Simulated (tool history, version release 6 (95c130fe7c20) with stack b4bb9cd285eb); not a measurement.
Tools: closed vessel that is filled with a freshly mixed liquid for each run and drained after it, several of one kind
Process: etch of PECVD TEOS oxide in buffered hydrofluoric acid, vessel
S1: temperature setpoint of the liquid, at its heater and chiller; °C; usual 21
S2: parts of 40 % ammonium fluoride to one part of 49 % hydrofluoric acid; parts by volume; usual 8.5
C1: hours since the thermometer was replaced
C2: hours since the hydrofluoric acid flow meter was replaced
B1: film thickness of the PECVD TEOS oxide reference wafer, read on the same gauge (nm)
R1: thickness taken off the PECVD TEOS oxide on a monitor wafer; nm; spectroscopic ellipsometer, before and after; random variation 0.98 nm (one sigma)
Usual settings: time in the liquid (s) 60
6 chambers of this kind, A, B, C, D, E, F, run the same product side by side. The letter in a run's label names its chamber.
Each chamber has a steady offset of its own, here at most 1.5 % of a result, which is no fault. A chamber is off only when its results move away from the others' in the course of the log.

{"run": "1D", "hour": 9.3, "S1": 21, "S2": 8.5, "time in the liquid (s)": 60, "C1": 594.4, "C2": 281.5, "B1": 100.04, "R1": 151.05}
{"run": "2C", "hour": 21.0, "S1": 21, "S2": 8.5, "time in the liquid (s)": 60, "C1": 1087, "C2": 1131.6, "B1": 99.974, "R1": 154.67}
{"run": "3A", "hour": 31.3, "S1": 21, "S2": 8.5, "time in the liquid (s)": 60, "C1": 1226.9, "C2": 578, "B1": 99.955, "R1": 153.69}
{"run": "4B", "hour": 43.9, "S1": 21, "S2": 8.5, "time in the liquid (s)": 60, "C1": 1280.9, "C2": 384.7, "B1": 99.988, "R1": 149.98}
{"run": "5F", "hour": 54.9, "S1": 21, "S2": 8.5, "time in the liquid (s)": 60, "C1": 260, "C2": 143.4, "B1": 100.01, "R1": 154.66}
{"run": "6E", "hour": 63.7, "S1": 21, "S2": 8.5, "time in the liquid (s)": 60, "C1": 2182.3, "C2": 1413.4, "B1": 100.03, "R1": 149.74}
{"run": "7F", "hour": 74.7, "S1": 21, "S2": 8.5, "time in the liquid (s)": 60, "C1": 279.8, "C2": 163.2, "B1": 99.99, "R1": 152.3}
{"run": "8C", "hour": 83.7, "S1": 21, "S2": 8.5, "time in the liquid (s)": 60, "C1": 1149.7, "C2": 1194.3, "B1": 100.04, "R1": 151.89}
{"run": "9A", "hour": 95.8, "S1": 21, "S2": 8.5, "time in the liquid (s)": 60, "C1": 1291.4, "C2": 642.5, "B1": 100.05, "R1": 152.96}
{"run": "10B", "hour": 109.0, "S1": 21, "S2": 8.5, "time in the liquid (s)": 60, "C1": 1346, "C2": 449.8, "B1": 100.04, "R1": 152.33}
{"hour": 115.4, "done": "chamber B: thermometer replaced"}
{"run": "11E", "hour": 119.9, "S1": 21, "S2": 8.5, "time in the liquid (s)": 60, "C1": 2238.5, "C2": 1469.6, "B1": 100.03, "R1": 151.2}
{"run": "12D", "hour": 133.9, "S1": 21, "S2": 8.5, "time in the liquid (s)": 60, "C1": 719, "C2": 406.1, "B1": 100.01, "R1": 151.32}
{"run": "13B", "hour": 144.2, "S1": 21, "S2": 8.5, "time in the liquid (s)": 60, "C1": 28.9, "C2": 485, "B1": 99.991, "R1": 154.44}
{"run": "14A", "hour": 158.7, "S1": 21, "S2": 8.5, "time in the liquid (s)": 60, "C1": 1354.3, "C2": 705.4, "B1": 99.966, "R1": 152.28}
{"run": "15D", "hour": 165.6, "S1": 21, "S2": 8.5, "time in the liquid (s)": 60, "C1": 750.7, "C2": 437.8, "B1": 99.981, "R1": 152.07}
{"run": "16F", "hour": 177.0, "S1": 21, "S2": 8.5, "time in the liquid (s)": 60, "C1": 382.1, "C2": 265.5, "B1": 99.968, "R1": 152.44}
{"run": "17C", "hour": 190.0, "S1": 21, "S2": 8.5, "time in the liquid (s)": 60, "C1": 1256, "C2": 1300.6, "B1": 99.954, "R1": 153.46}
{"run": "18E", "hour": 201.1, "S1": 21, "S2": 8.5, "time in the liquid (s)": 60, "C1": 2319.7, "C2": 1550.8, "B1": 99.982, "R1": 150.24}
{"run": "19D", "hour": 208.5, "S1": 21, "S2": 8.5, "time in the liquid (s)": 60, "C1": 793.6, "C2": 480.7, "B1": 100.03, "R1": 152.07}
{"run": "20C", "hour": 220.4, "S1": 21, "S2": 8.5, "time in the liquid (s)": 60, "C1": 1286.4, "C2": 1331, "B1": 100.08, "R1": 153.5}
{"run": "21B", "hour": 228.8, "S1": 23, "S2": 8.5, "time in the liquid (s)": 60, "C1": 113.5, "C2": 569.6, "B1": 99.985, "R1": 168.96}
{"run": "22A", "hour": 237.2, "S1": 23, "S2": 8.5, "time in the liquid (s)": 60, "C1": 1432.8, "C2": 783.9, "B1": 99.988, "R1": 167.71}
{"run": "23E", "hour": 244.3, "S1": 23, "S2": 8.5, "time in the liquid (s)": 60, "C1": 2362.9, "C2": 1594, "B1": 99.933, "R1": 167.52}
{"run": "24F", "hour": 251.0, "S1": 23, "S2": 8.5, "time in the liquid (s)": 60, "C1": 456.1, "C2": 339.5, "B1": 100.03, "R1": 170.65}
{"hour": 263.1, "done": "chamber E: thermometer replaced"}
{"run": "25B", "hour": 263.9, "S1": 23, "S2": 8.5, "time in the liquid (s)": 60, "C1": 148.6, "C2": 604.7, "B1": 100.01, "R1": 168.88}
{"run": "26E", "hour": 271.6, "S1": 23, "S2": 8.5, "time in the liquid (s)": 60, "C1": 8.5, "C2": 1621.3, "B1": 99.985, "R1": 167.99}
{"run": "27D", "hour": 282.7, "S1": 21, "S2": 8.5, "time in the liquid (s)": 60, "C1": 867.8, "C2": 554.9, "B1": 99.988, "R1": 149.9}
{"run": "28A", "hour": 289.4, "S1": 21, "S2": 8.5, "time in the liquid (s)": 60, "C1": 1485, "C2": 836.1, "B1": 99.986, "R1": 148.36}
{"run": "29C", "hour": 299.7, "S1": 21, "S2": 8.5, "time in the liquid (s)": 60, "C1": 1365.7, "C2": 1410.3, "B1": 99.973, "R1": 153.21}
{"run": "30F", "hour": 312.5, "S1": 21, "S2": 8.5, "time in the liquid (s)": 60, "C1": 517.6, "C2": 401, "B1": 99.979, "R1": 152.14}
{"run": "31E", "hour": 319.7, "S1": 21, "S2": 8.5, "time in the liquid (s)": 60, "C1": 56.6, "C2": 1669.4, "B1": 99.972, "R1": 150.14}
{"run": "32B", "hour": 330.5, "S1": 21, "S2": 8.5, "time in the liquid (s)": 60, "C1": 215.2, "C2": 671.3, "B1": 99.975, "R1": 151.87}
{"run": "33D", "hour": 337.8, "S1": 21, "S2": 8.5, "time in the liquid (s)": 60, "C1": 922.9, "C2": 610, "B1": 99.981, "R1": 151.97}
{"run": "34A", "hour": 345.1, "S1": 21, "S2": 7, "time in the liquid (s)": 60, "C1": 1540.7, "C2": 891.8, "B1": 100.03, "R1": 180.98}
{"run": "35F", "hour": 359.3, "S1": 21, "S2": 7, "time in the liquid (s)": 60, "C1": 564.4, "C2": 447.8, "B1": 99.98, "R1": 187.73}
{"run": "36C", "hour": 368.4, "S1": 21, "S2": 7, "time in the liquid (s)": 60, "C1": 1434.4, "C2": 1479, "B1": 100.06, "R1": 188.43}
{"run": "37B", "hour": 375.2, "S1": 21, "S2": 7, "time in the liquid (s)": 60, "C1": 259.9, "C2": 716, "B1": 100, "R1": 187.84}
{"run": "38E", "hour": 389.7, "S1": 21, "S2": 7, "time in the liquid (s)": 60, "C1": 126.6, "C2": 1739.4, "B1": 99.96, "R1": 187.27}
{"run": "39A", "hour": 403.4, "S1": 21, "S2": 7, "time in the liquid (s)": 60, "C1": 1599, "C2": 950.1, "B1": 100.02, "R1": 178.61}
{"run": "40D", "hour": 410.7, "S1": 21, "S2": 8.5, "time in the liquid (s)": 60, "C1": 995.8, "C2": 682.9, "B1": 100.01, "R1": 152.59}
{"run": "41F", "hour": 424.0, "S1": 21, "S2": 8.5, "time in the liquid (s)": 60, "C1": 629.1, "C2": 512.5, "B1": 99.989, "R1": 152.25}
{"run": "42C", "hour": 436.5, "S1": 21, "S2": 8.5, "time in the liquid (s)": 60, "C1": 1502.5, "C2": 1547.1, "B1": 100, "R1": 153.87}

Next, every chamber runs the same settings. What will each give?
{"run": "43A", "hour": 447.0, "S1": 18, "S2": 8.5, "time in the liquid (s)": 60, "R1": "?"}
{"run": "43B", "hour": 447.0, "S1": 18, "S2": 8.5, "time in the liquid (s)": 60, "R1": "?"}
{"run": "43C", "hour": 447.0, "S1": 18, "S2": 8.5, "time in the liquid (s)": 60, "R1": "?"}
{"run": "43D", "hour": 447.0, "S1": 18, "S2": 8.5, "time in the liquid (s)": 60, "R1": "?"}
{"run": "43E", "hour": 447.0, "S1": 18, "S2": 8.5, "time in the liquid (s)": 60, "R1": "?"}
{"run": "43F", "hour": 447.0, "S1": 18, "S2": 8.5, "time in the liquid (s)": 60, "R1": "?"}

run=43A R1=121.48
run=43B R1=129.15
run=43C R1=128.14
run=43D R1=129.43
run=43E R1=129.44
run=43F R1=128.64

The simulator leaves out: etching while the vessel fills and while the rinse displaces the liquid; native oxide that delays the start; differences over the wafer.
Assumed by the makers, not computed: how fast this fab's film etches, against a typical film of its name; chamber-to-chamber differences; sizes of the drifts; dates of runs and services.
